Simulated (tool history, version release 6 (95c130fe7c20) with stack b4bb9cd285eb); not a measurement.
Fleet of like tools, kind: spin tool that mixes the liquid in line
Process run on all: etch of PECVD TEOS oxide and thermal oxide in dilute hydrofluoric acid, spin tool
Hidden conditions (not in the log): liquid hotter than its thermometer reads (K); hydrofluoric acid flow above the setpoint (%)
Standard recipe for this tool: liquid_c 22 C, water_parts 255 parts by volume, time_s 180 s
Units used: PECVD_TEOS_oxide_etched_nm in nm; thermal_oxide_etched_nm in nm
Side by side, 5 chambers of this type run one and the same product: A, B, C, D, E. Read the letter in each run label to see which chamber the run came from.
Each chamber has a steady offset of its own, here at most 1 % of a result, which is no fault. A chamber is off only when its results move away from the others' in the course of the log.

run	hour	liquid_c	water_parts	time_s	hours since the thermometer was replaced	hours since the hydrofluoric acid flow meter was replaced	read-back film thickness of the PECVD TEOS oxide reference wafer, read on the same gauge (nm)	read-back film thickness of the thermal oxide reference wafer, read on the same gauge (nm)	PECVD_TEOS_oxide_etched_nm	thermal_oxide_etched_nm
1B	7.7	22	255	180	164.6	878.4	49.952	30.001	5.5251	2.5434
2A	16.6	22	255	180	81.0	1106.3	49.991	29.996	5.4450	2.5669
3C	29.0	22	255	180	212.9	538.7	49.986	30.024	5.5153	2.5831
4E	38.9	22	255	180	136.6	813.4	50.001	29.996	5.4661	2.6148
5D	47.9	22	255	180	123.5	429.8	50.020	29.992	5.4802	2.5892
# hour 57.9: chamber E: hydrofluoric acid flow meter replaced
6E	58.8	22	255	180	156.5	0.9	50.014	30.011	5.4626	2.6048
7A	71.1	22	255	180	135.5	1160.8	49.979	29.961	5.4756	2.5593
8D	85.4	22	255	180	161.0	467.3	49.992	30.026	5.4682	2.5832
9C	99.7	22	255	180	283.6	609.4	49.999	29.985	5.5084	2.6003
10B	107.2	22	255	180	264.1	977.9	50.023	29.995	5.5093	2.5424
11A	119.8	22	130	180	184.2	1209.5	49.962	29.970	12.1440	5.6857
12E	132.9	22	130	180	230.6	75.0	49.987	29.988	12.0820	5.8453
13B	145.6	22	130	180	302.5	1016.3	49.993	30.003	12.0340	5.7045
14D	153.7	22	130	180	229.3	535.6	49.968	30.033	11.9670	5.7597
15C	160.5	22	130	180	344.4	670.2	49.989	29.957	12.1000	5.7296
16B	170.6	22	255	180	327.5	1041.3	49.968	29.987	5.5429	2.6058
17D	179.7	22	255	180	255.3	561.6	50.002	29.952	5.4429	2.6076
18C	190.5	22	255	180	374.4	700.2	49.971	30.010	5.5017	2.5821
19A	199.2	22	255	180	263.6	1288.9	49.995	30.001	5.4248	2.5491
20E	208.3	22	255	180	306.0	150.4	50.042	29.974	5.4673	2.5530
21D	221.3	22	255	180	296.9	603.2	49.994	30.036	5.4549	2.5903
22A	233.9	22	255	180	298.3	1323.6	50.010	29.988	5.4339	2.5594
23C	243.4	22	255	180	427.3	753.1	50.027	30.031	5.5171	2.5998
24E	249.6	22	255	180	347.3	191.7	49.987	30.023	5.4517	2.6349
25B	259.7	22	255	180	416.6	1130.4	50.001	30.005	5.5072	2.5683
26D	273.0	22	255	180	348.6	654.9	49.980	29.990	5.4780	2.5785
27C	287.4	22	255	180	471.3	797.1	49.994	30.004	5.5533	2.5974
28E	299.8	22	255	180	397.5	241.9	50.024	29.987	5.4623	2.5837
29A	310.3	22	255	180	374.7	1400.0	50.007	30.005	5.4829	2.5759
30B	316.8	22	255	180	473.7	1187.5	50.028	29.985	5.5324	2.6294
31A	323.5	24	255	280	387.9	1413.2	50.028	29.979	9.1345	4.3008
32B	335.4	24	255	280	492.3	1206.1	49.992	29.997	9.1726	4.3578
33E	342.4	24	255	280	440.1	284.5	50.015	30.017	9.0860	4.3498
34D	349.2	24	255	280	424.8	731.1	49.996	29.990	9.1646	4.3437
35C	357.2	24	255	280	541.1	866.9	49.998	30.004	9.1907	4.3807
36D	365.1	22	255	180	440.7	747.0	49.986	29.993	5.4756	2.5950
37B	375.6	22	255	180	532.5	1246.3	50.000	29.989	5.4792	2.5603
# hour 382.1: chamber C: hydrofluoric acid flow meter replaced
38C	385.1	22	255	180	569.0	3.1	50.014	30.017	5.5196	2.5807
39E	395.5	22	255	180	493.2	337.6	50.031	29.967	5.4994	2.5451
40A	403.7	22	255	180	468.1	1493.4	49.997	30.009	5.4831	2.5908
41C	414.1	22	255	180	598.0	32.1	50.019	29.988	5.5165	2.5982
42A	426.4	22	255	180	490.8	1516.1	50.013	29.997	5.4578	2.5102
43B	434.7	22	255	180	591.6	1305.4	49.994	29.964	5.5185	2.5617
44E	442.5	22	255	180	540.2	384.6	49.982	29.978	5.4559	2.6125

The same settings go to every chamber for the next run, one line per chamber below. Forecast the results for each:
45A	452.8	22	130	180					?	?
45B	452.8	22	130	180					?	?
45C	452.8	22	130	180					?	?
45D	452.8	22	130	180					?	?
45E	452.8	22	130	180					?	?

run	PECVD_TEOS_oxide_etched_nm	thermal_oxide_etched_nm
45A	12.1950	5.7470
45B	12.2220	5.7503
45C	12.1540	5.6733
45D	11.9580	5.6217
45E	12.1100	5.7340
